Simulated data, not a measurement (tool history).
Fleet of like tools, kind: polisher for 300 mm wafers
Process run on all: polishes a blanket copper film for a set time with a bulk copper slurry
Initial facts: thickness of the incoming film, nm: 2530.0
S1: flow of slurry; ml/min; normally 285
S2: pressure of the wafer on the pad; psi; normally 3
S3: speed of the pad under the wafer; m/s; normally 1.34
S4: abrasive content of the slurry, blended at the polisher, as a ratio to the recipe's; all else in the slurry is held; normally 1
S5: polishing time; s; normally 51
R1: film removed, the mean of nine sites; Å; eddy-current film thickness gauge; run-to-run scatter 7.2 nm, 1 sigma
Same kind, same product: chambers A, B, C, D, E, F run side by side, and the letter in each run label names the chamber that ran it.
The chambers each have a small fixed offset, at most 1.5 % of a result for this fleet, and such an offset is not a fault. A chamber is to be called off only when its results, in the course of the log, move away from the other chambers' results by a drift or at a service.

run     day   S1  S2    S3  S4  S5      R1
 1B   0.233  285   3  1.34   1  51  6776.9
      0.329  -- chamber B: worn pad replaced by a new one
 2D   0.567  285   3  1.34   1  51  6961.6
 3E   0.838  285   3  1.34   1  51  6667.3
 4F   1.054  285   3  1.34   1  51  6775.6
      1.129  -- chamber F: slurry blender recalibrated
      1.188  -- chamber A: worn pad replaced by a new one
 5A   1.292  285   3  1.34   1  51  6736.5
 6C   1.542  285   3  1.34   1  51  6692.9
 7D   1.842  285   3  1.34   1  51  6752.3
      1.854  -- chamber F: worn pad replaced by a new one
 8E   2.058  285   3  1.34   1  51  6803.7
      2.183  -- chamber D: worn pad replaced by a new one
 9F   2.354  285   3  1.34   1  51  6831.0
      2.467  -- chamber C: slurry blender recalibrated
10A   2.575  285   3  1.34   1  51  6711.4
11B   2.796  285   3  1.34   1  51  6719.1
      3.025  -- chamber B: slurry blender recalibrated
12C   3.138  285   3  1.34   1  51  6897.4
13F   3.317  285   3  1.34   1  51  6819.6
      3.471  -- chamber E: worn pad replaced by a new one
14D   3.662  220   3  1.16   1  51  5691.6
15E   3.858  220   3  1.16   1  51  5703.3
16C   4.100  220   3  1.16   1  51  5804.4
      4.258  -- chamber F: worn pad replaced by a new one
      4.342  -- chamber E: slurry blender recalibrated
17A   4.342  220   3  1.16   1  51  5690.7
      4.371  -- chamber C: worn pad replaced by a new one
      4.375  -- chamber D: slurry blender recalibrated
      4.392  -- chamber B: worn pad replaced by a new one
18B   4.683  220   3  1.16   1  51  5774.6
19A   4.862  220   3  1.16   1  51  5557.1
      5.138  -- chamber A: worn pad replaced by a new one
20C   5.221  285   3  1.34   1  51  6656.1
      5.229  -- chamber A: head pressure recalibrated
21F   5.488  285   3  1.34   1  51  6840.4
      5.638  -- chamber E: head pressure recalibrated
22D   5.808  285   3  1.34   1  51  6824.0
23B   6.062  285   3  1.34   1  51  6884.1
24E   6.296  285   3  1.34   1  51  7608.8
      6.454  -- chamber D: worn pad replaced by a new one
25C   6.475  285   3  1.34   1  51  6872.4
26F   6.721  285   3  1.34   1  51  6839.2
      6.788  -- chamber F: worn pad replaced by a new one
27E   6.929  285   3  1.34   1  51  7476.9
28A   7.192  285   3  1.34   1  51  6687.3
      7.258  -- chamber E: worn pad replaced by a new one
29B   7.571  285   3  1.34   1  51  6806.8
30D   7.817  285   3  1.34   1  51  6864.7
31B   8.162  285   3  1.34   1  51  6744.5
      8.504  -- chamber C: head pressure recalibrated
32E   8.542  285   3  1.34   1  51  7478.5
33C   8.871  285   3  1.34   1  51  6722.2
      9.038  -- chamber A: worn pad replaced by a new one
34D   9.062  380   3  1.34   1  51  7093.6
      9.271  -- chamber C: worn pad replaced by a new one
35F   9.421  380   3  1.34   1  51  7011.6
      9.500  -- chamber A: slurry nozzle cleaned
36A   9.592  380   3  1.34   1  51  6770.1
37C   9.817  380   3  1.34   1  51  6934.7
38A  10.046  380   3  1.34   1  51  6948.5

Next, all 6 chambers run the settings below, one line each with question marks for the results. What does each chamber give?
39A  10.329  285   3  1.34   1  51   ?
39B  10.329  285   3  1.34   1  51   ?
39C  10.329  285   3  1.34   1  51   ?
39D  10.329  285   3  1.34   1  51   ?
39E  10.329  285   3  1.34   1  51   ?
39F  10.329  285   3  1.34   1  51   ?

run      R1
39A  6811.0
39B  6736.7
39C  6948.8
39D  6866.7
39E  7534.9
39F  6947.9
